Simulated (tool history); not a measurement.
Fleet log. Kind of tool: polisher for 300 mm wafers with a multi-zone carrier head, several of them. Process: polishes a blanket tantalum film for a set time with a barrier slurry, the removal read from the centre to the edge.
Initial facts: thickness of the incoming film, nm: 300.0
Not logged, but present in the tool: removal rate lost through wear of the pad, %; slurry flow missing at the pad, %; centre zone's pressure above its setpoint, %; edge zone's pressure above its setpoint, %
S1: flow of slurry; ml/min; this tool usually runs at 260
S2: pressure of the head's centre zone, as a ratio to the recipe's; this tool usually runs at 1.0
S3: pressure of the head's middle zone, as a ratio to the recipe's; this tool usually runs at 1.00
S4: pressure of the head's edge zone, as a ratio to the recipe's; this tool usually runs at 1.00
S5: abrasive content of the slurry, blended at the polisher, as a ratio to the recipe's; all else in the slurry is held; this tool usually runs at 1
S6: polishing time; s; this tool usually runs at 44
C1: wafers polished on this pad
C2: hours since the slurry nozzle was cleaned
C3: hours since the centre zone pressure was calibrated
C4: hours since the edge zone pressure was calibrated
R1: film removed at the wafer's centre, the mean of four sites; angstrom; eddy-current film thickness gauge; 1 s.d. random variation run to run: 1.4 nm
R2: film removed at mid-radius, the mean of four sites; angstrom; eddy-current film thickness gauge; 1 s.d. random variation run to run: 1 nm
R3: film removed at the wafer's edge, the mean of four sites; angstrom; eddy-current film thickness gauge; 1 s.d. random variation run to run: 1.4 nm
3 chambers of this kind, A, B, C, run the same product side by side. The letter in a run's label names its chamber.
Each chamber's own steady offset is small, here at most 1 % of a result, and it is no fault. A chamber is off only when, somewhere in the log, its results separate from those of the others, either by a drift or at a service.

Run 1A, hour 3.8: usual settings; C1 447; C2 204.0; C3 1446.0; C4 193.7. Result: R1 998.09 angstrom, R2 1011.20 angstrom, R3 1011.30 angstrom.
Run 2C, hour 10.5: usual settings; C1 646; C2 101.3; C3 94.9; C4 263.2. Result: R1 983.23 angstrom, R2 1022.10 angstrom, R3 1017.00 angstrom.
At hour 13.6: chamber B: worn pad replaced by a new one.
Run 3B, hour 15.4: usual settings; C1 19; C2 142.3; C3 930.3; C4 130.1. Result: R1 998.90 angstrom, R2 1001.30 angstrom, R3 990.51 angstrom.
At hour 15.7: chamber A: centre zone pressure recalibrated.
At hour 19.5: chamber A: worn pad replaced by a new one.
Run 4C, hour 21.2: usual settings; C1 760; C2 112.0; C3 105.6; C4 273.9. Result: R1 1013.90 angstrom, R2 991.16 angstrom, R3 1006.10 angstrom.
Run 5B, hour 26.1: usual settings; C1 133; C2 153.0; C3 941.0; C4 140.8. Result: R1 1008.20 angstrom, R2 1003.30 angstrom, R3 1004.80 angstrom.
Run 6A, hour 32.7: usual settings but S3 1.05; C1 140; C2 232.9; C3 17.0; C4 222.6. Result: R1 1011.10 angstrom, R2 1070.60 angstrom, R3 1002.00 angstrom.
Run 7B, hour 36.2: usual settings but S3 1.05; C1 240; C2 163.1; C3 951.1; C4 150.9. Result: R1 996.72 angstrom, R2 1047.70 angstrom, R3 993.61 angstrom.
At hour 37.5: chamber C: worn pad replaced by a new one.
Run 8A, hour 42.0: usual settings but S3 1.05; C1 239; C2 242.2; C3 26.3; C4 231.9. Result: R1 1014.60 angstrom, R2 1063.40 angstrom, R3 994.05 angstrom.
Run 9C, hour 47.5: usual settings but S3 1.04, S4 1.09; C1 106; C2 138.3; C3 131.9; C4 300.2. Result: R1 997.87 angstrom, R2 1045.70 angstrom, R3 1066.80 angstrom.
Run 10B, hour 54.2: usual settings but S3 1.04, S4 1.09; C1 432; C2 181.1; C3 969.1; C4 168.9. Result: R1 981.95 angstrom, R2 1030.50 angstrom, R3 1031.60 angstrom.
Run 11A, hour 60.6: usual settings but S3 1.04, S4 1.09; C1 437; C2 260.8; C3 44.9; C4 250.5. Result: R1 1020.20 angstrom, R2 1044.90 angstrom, R3 1060.30 angstrom.
Run 12C, hour 63.9: usual settings; C1 281; C2 154.7; C3 148.3; C4 316.6. Result: R1 1000.80 angstrom, R2 1012.80 angstrom, R3 989.55 angstrom.
Run 13B, hour 66.8: usual settings; C1 566; C2 193.7; C3 981.7; C4 181.5. Result: R1 1006.70 angstrom, R2 1026.10 angstrom, R3 991.05 angstrom.
At hour 68.9: chamber A: slurry nozzle cleaned.
Run 14C, hour 71.4: usual settings; C1 361; C2 162.2; C3 155.8; C4 324.1. Result: R1 1027.60 angstrom, R2 1019.70 angstrom, R3 984.50 angstrom.
At hour 71.9: chamber A: worn pad replaced by a new one.
Run 15A, hour 77.6: usual settings; C1 60; C2 8.7; C3 61.9; C4 267.5. Result: R1 1020.50 angstrom, R2 1017.60 angstrom, R3 1003.00 angstrom.
Run 16C, hour 81.6: usual settings; C1 469; C2 172.4; C3 166.0; C4 334.3. Result: R1 993.09 angstrom, R2 1010.60 angstrom, R3 1009.60 angstrom.
Run 17B, hour 87.5: usual settings; C1 787; C2 214.4; C3 1002.4; C4 202.2. Result: R1 1001.50 angstrom, R2 997.61 angstrom, R3 1002.00 angstrom.
Run 18A, hour 92.6: usual settings; C1 220; C2 23.7; C3 76.9; C4 282.5. Result: R1 1030.20 angstrom, R2 1012.10 angstrom, R3 1002.10 angstrom.
Run 19B, hour 95.6: usual settings; C1 873; C2 222.5; C3 1010.5; C4 210.3. Result: R1 1032.40 angstrom, R2 995.02 angstrom, R3 989.85 angstrom.
Run 20C, hour 102.4: usual settings but S2 0.9, S4 0.89; C1 691; C2 193.2; C3 186.8; C4 355.1. Result: R1 865.64 angstrom, R2 1009.80 angstrom, R3 947.75 angstrom.

Predict what each chamber gives when all 3 of them run the settings below next.
Run 21A, hour 107.2: usual settings but S6 39 s. Result: R1 ?, R2 ?, R3 ?.
Run 21B, hour 107.2: usual settings but S6 39 s. Result: R1 ?, R2 ?, R3 ?.
Run 21C, hour 107.2: usual settings but S6 39 s. Result: R1 ?, R2 ?, R3 ?.

run      R1      R2      R3
21A  888.39  898.30  893.42
21B  879.33  896.06  900.36
21C  889.48  904.71  895.05
